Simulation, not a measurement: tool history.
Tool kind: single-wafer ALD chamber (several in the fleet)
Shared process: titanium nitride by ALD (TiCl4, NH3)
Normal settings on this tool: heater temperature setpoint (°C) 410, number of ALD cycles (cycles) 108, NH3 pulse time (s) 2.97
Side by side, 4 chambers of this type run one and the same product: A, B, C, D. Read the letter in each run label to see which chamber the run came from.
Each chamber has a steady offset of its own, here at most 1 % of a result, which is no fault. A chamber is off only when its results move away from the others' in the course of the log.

run,hour,heater temperature setpoint (°C),number of ALD cycles (cycles),NH3 pulse time (s),"read-back reference wafer on the same gauge, thickness_nm",mean film thickness on the monitor wafer (nm)
1B,10.3,410,108,2.97,2.7762,2.4167
2C,19.8,410,108,2.97,2.7800,2.4224
3D,28.1,410,108,2.97,2.7792,2.4278
4A,33.4,410,108,2.97,2.7808,2.3917
5A,45.1,410,108,2.97,2.7816,2.4099
6D,50.1,410,108,2.97,2.7766,2.4098
7B,55.6,410,108,2.97,2.7814,2.4333
8C,62.1,410,108,2.97,2.7774,2.4324
9D,67.7,423,108,2.29,2.7781,2.4418
10C,75.1,423,108,2.29,2.7826,2.4304
11B,80.7,423,108,2.29,2.7799,2.4030
# hour 82.0: chamber A: thermocouple changed; heater temperature recalibrated
12A,88.8,423,108,2.29,2.7773,2.3975
13C,94.1,410,108,2.97,2.7802,2.4600
14A,101.4,410,108,2.97,2.7808,2.4161
15B,109.4,410,108,3.54,2.7776,2.4383
16D,116.6,410,108,3.54,2.7807,2.4275
17A,126.0,410,108,3.54,2.7816,2.4176
18B,131.2,410,108,3.54,2.7814,2.4372
19D,140.0,410,122,2.97,2.7801,2.7573
20C,148.2,410,122,2.97,2.7800,2.7529
21C,154.5,410,122,2.97,2.7817,2.7531
22D,164.7,410,122,2.97,2.7788,2.7445
23B,172.6,410,108,2.97,2.7806,2.3890
24A,181.6,410,95,3.92,2.7818,2.1398
25D,188.6,410,95,3.92,2.7825,2.1539
26B,199.4,410,95,3.92,2.7810,2.1332
27A,210.1,410,95,3.92,2.7782,2.1237
28C,215.2,410,108,2.97,2.7779,2.4227
29D,225.4,410,108,2.97,2.7804,2.4351
30A,234.3,410,108,2.97,2.7830,2.4050

Each of the 4 chambers runs these same settings next. Fill in every chamber's results:
31A,242.6,423,108,2.97,,?
31B,242.6,423,108,2.97,,?
31C,242.6,423,108,2.97,,?
31D,242.6,423,108,2.97,,?

run,mean film thickness on the monitor wafer (nm)
31A,2.4235
31B,2.4372
31C,2.4423
31D,2.4246
